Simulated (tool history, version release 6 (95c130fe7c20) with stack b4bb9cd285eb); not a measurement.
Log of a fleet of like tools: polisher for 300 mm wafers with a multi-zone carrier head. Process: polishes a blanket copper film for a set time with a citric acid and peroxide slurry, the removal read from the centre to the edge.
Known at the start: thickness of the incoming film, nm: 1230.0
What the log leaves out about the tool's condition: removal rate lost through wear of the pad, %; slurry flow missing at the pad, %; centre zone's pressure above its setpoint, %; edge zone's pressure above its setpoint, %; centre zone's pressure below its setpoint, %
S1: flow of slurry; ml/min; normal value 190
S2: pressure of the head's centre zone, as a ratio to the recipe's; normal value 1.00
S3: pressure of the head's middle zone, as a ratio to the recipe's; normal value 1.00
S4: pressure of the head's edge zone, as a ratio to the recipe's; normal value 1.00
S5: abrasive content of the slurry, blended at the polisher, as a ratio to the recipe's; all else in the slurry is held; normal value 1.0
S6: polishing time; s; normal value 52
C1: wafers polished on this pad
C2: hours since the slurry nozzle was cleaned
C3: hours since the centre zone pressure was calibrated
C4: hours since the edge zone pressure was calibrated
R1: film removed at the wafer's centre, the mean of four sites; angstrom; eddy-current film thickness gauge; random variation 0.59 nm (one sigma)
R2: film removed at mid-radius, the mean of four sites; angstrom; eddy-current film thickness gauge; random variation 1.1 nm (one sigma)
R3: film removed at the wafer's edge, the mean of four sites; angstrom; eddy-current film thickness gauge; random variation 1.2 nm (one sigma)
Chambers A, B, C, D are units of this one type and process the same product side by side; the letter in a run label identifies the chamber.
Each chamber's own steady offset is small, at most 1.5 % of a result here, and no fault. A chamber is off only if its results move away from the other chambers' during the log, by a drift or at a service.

run,day,S1,S2,S3,S4,S5,S6,C1,C2,C3,C4,R1,R2,R3
1D,0.221,190,1.00,1.00,1.00,1.0,52,173,651.1,1026.3,425.7,832.10,832.00,820.26
2B,0.458,190,1.00,1.00,1.00,1.0,52,496,46.1,798.0,133.7,826.71,836.49,823.01
# day 0.521: chamber C: worn pad replaced by a new one
3C,0.642,190,1.00,1.00,1.00,1.0,52,21,184.2,966.7,1234.1,835.41,821.50,819.01
4A,0.800,190,1.00,1.00,1.00,1.0,52,182,218.3,254.7,236.7,826.49,825.97,822.22
5A,0.975,190,1.00,1.00,1.00,1.0,52,213,222.5,258.9,240.9,831.33,863.13,824.19
# day 1.075: chamber D: edge zone pressure recalibrated
6C,1.204,190,1.00,0.89,1.00,1.0,52,118,197.7,980.2,1247.6,827.38,742.89,851.20
7B,1.354,190,1.00,0.89,1.00,1.0,52,651,67.6,819.5,155.2,822.54,735.10,834.22
8D,1.675,190,1.00,0.89,1.00,1.0,52,424,686.0,1061.2,14.4,830.69,740.28,811.45
9C,1.946,190,1.00,0.89,1.00,1.0,52,246,215.5,998.0,1265.4,831.31,743.29,833.84
10B,2.246,190,1.00,1.00,1.00,1.0,52,806,89.0,840.9,176.6,816.07,817.51,830.46
# day 2.379: chamber C: edge zone pressure recalibrated
# day 2.408: chamber B: centre zone pressure recalibrated
11A,2.546,190,1.00,1.00,1.00,1.0,52,484,260.2,296.6,278.6,830.08,846.62,825.32
# day 2.583: chamber B: worn pad replaced by a new one
# day 2.600: chamber D: worn pad replaced by a new one
12D,2.850,170,1.00,1.08,1.00,1.0,52,43,714.2,1089.4,42.6,819.02,873.06,811.01
13A,3.021,170,1.00,1.08,1.00,1.0,52,567,271.6,308.0,290.0,823.18,902.40,825.63
14D,3.192,170,1.00,1.08,1.00,1.0,52,102,722.4,1097.6,50.8,823.72,880.73,817.98
# day 3.267: chamber D: slurry nozzle cleaned
15C,3.408,170,1.00,1.08,1.00,1.0,52,500,250.6,1033.1,24.7,821.87,855.39,820.76
16B,3.704,190,1.00,1.00,1.00,1.0,52,194,124.0,31.1,211.6,898.01,831.27,833.43
17B,3.933,190,1.08,1.00,1.09,1.0,52,234,129.5,36.6,217.1,973.26,826.17,879.61
# day 4.062: chamber A: slurry nozzle cleaned
18C,4.188,190,1.08,1.00,1.09,1.0,52,634,269.3,1051.8,43.4,914.46,831.69,856.71
19D,4.408,190,1.08,1.00,1.09,1.0,52,313,27.4,1126.8,80.0,906.76,816.34,883.46
20A,4.671,190,1.08,1.00,1.09,1.0,52,852,14.7,347.6,329.6,909.74,842.86,876.18
21B,4.942,190,1.00,1.00,1.00,1.0,52,408,153.7,60.8,241.3,885.99,822.06,837.09
# day 5.079: chamber D: centre zone pressure recalibrated
22D,5.179,190,1.00,1.00,1.00,1.0,52,446,45.9,2.4,98.5,848.65,842.23,824.81
# day 5.371: chamber D: worn pad replaced by a new one
23A,5.450,190,1.00,1.00,1.00,1.0,52,987,33.4,366.3,348.3,833.09,845.21,820.89
24C,5.708,190,1.00,1.00,1.00,1.0,52,898,305.8,1088.3,79.9,831.26,824.43,819.44
25C,5.983,190,1.00,1.00,1.00,1.0,52,945,312.4,1094.9,86.5,842.07,832.22,833.43
26D,6.288,190,1.00,1.00,1.00,1.0,52,158,72.5,29.0,125.1,839.42,825.65,819.04
27A,6.525,145,1.00,1.00,1.00,1.0,52,1173,59.2,392.1,374.1,788.95,814.58,809.22
28B,6.825,145,1.00,1.00,1.00,1.0,52,734,198.9,106.0,286.5,846.28,770.33,809.07
29A,7.100,145,1.00,1.00,1.00,1.0,52,1272,73.0,405.9,387.9,792.94,797.19,787.11

Each of the 4 chambers runs these same settings next. Fill in every chamber's results:
30A,7.338,190,1.00,1.00,1.00,1.3,52,,,,,?,?,?
30B,7.338,190,1.00,1.00,1.00,1.3,52,,,,,?,?,?
30C,7.338,190,1.00,1.00,1.00,1.3,52,,,,,?,?,?
30D,7.338,190,1.00,1.00,1.00,1.3,52,,,,,?,?,?

run,R1,R2,R3
30A,876.22,873.59,852.65
30B,953.17,863.80,859.80
30C,874.41,908.94,875.46
30D,883.63,885.27,873.46
